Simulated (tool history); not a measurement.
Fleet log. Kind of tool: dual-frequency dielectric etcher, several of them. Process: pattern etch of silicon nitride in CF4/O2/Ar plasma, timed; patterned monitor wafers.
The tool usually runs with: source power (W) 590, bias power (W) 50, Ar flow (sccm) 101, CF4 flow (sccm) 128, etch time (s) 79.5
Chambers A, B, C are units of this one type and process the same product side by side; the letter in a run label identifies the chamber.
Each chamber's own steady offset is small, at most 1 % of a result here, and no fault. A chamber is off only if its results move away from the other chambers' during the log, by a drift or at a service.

run,hour,source power (W),bias power (W),Ar flow (sccm),CF4 flow (sccm),etch time (s),hours since the last wet clean,hours since the last source power generator calibration,hours since the last bias power generator calibration,hours since the last Ar flow controller change,hours since the last CF4 flow controller change,"read-back reference wafer on the same gauge, depth_nm",mean etch depth across the wafer (angstrom)
1A,7.2,590,50,101,128,79.5,15.2,177.2,618.8,2512.3,1326.7,163,1782.4
2C,12.5,590,50,101,128,79.5,277.2,1873.1,1585,3000.5,1870.9,162.96,1780.6
3B,23,590,50,101,128,79.5,473.3,339.2,2334,4691.3,461.9,162.85,1786.2
4B,29.7,590,50,101,128,79.5,480,345.9,2340.7,4698,468.6,162.79,1780
5A,35,590,59,101,128,79.5,43,205,646.6,2540.1,1354.5,162.82,1895.7
# hour 39.6: chamber B: wet clean of the chamber
6C,45,590,59,101,128,79.5,309.7,1905.6,1617.5,3033,1903.4,162.74,1889.8
7B,55.1,590,59,101,128,79.5,15.5,371.3,2366.1,4723.4,494,162.71,1891.2
8C,63.3,590,50,101,128,79.5,328,1923.9,1635.8,3051.3,1921.7,162.67,1780.8
9A,69.7,590,50,101,128,79.5,77.7,239.7,681.3,2574.8,1389.2,162.62,1784.6
10C,77.5,590,50,101,128,79.5,342.2,1938.1,1650,3065.5,1935.9,162.58,1777.1
11A,85,530,50,101,128,79.5,93,255,696.6,2590.1,1404.5,162.58,1619.7
12B,94.2,530,50,101,128,79.5,54.6,410.4,2405.2,4762.5,533.1,162.52,1620.8
13B,100.2,530,50,101,128,79.5,60.6,416.4,2411.2,4768.5,539.1,162.53,1617.7
14A,110.5,590,50,101,128,79.5,118.5,280.5,722.1,2615.6,1430,162.47,1777
15C,119.5,590,50,101,128,79.5,384.2,1980.1,1692,3107.5,1977.9,162.43,1779
16A,124.5,500,50,101,118,79.5,132.5,294.5,736.1,2629.6,1444,162.41,1522.6
17C,131.1,500,50,101,118,79.5,395.8,1991.7,1703.6,3119.1,1989.5,162.35,1518.2
# hour 140.4: chamber A: Ar flow controller replaced
18B,140.5,500,50,101,118,79.5,100.9,456.7,2451.5,4808.8,579.4,162.34,1515.6
# hour 144.6: chamber C: wet clean of the chamber
19B,150.9,590,50,101,128,79.5,111.3,467.1,2461.9,4819.2,589.8,162.27,1772.1
20C,157.2,590,50,101,128,79.5,12.7,2017.8,1729.7,3145.2,2015.6,162.24,1773.4
21A,164.4,590,50,101,128,79.5,172.4,334.4,776,24,1483.9,162.17,1777.3
22C,169.7,590,50,101,128,79.5,25.2,2030.3,1742.2,3157.7,2028.1,162.21,1775.8
23A,175,590,50,101,128,79.5,183,345,786.6,34.6,1494.5,162.11,1782.5
24B,182.8,590,50,101,128,79.5,143.2,499,2493.8,4851.1,621.7,162.12,1775.8
25C,191,590,50,101,128,79.5,46.5,2051.6,1763.5,3179,2049.4,162.11,1770.9
# hour 196.5: chamber B: bias power generator calibrated
26B,199.4,590,50,101,128,79.5,159.8,515.6,3,4867.7,638.3,161.99,1771.9
27A,209.6,590,50,101,105,79.5,217.6,379.6,821.2,69.2,1529.1,161.97,1734.9
28A,216.6,590,50,101,105,79.5,224.6,386.6,828.2,76.2,1536.1,161.96,1725.9
29C,222.9,590,50,101,105,79.5,78.4,2083.5,1795.4,3210.9,2081.3,161.92,1732.6
30B,231.1,590,50,101,128,79.5,191.5,547.3,34.7,4899.4,670,161.86,1772.7

Which is it: a chamber that has drifted or been left off by a service, a gauge drift common to all chambers, or only each chamber's usual small offset? If a chamber is off, name it and its likeliest cause.

Gauge drift. The chambers move together only on paper, and none stands off.
Likeliest cause: gauge reads low (%) = 0.719.

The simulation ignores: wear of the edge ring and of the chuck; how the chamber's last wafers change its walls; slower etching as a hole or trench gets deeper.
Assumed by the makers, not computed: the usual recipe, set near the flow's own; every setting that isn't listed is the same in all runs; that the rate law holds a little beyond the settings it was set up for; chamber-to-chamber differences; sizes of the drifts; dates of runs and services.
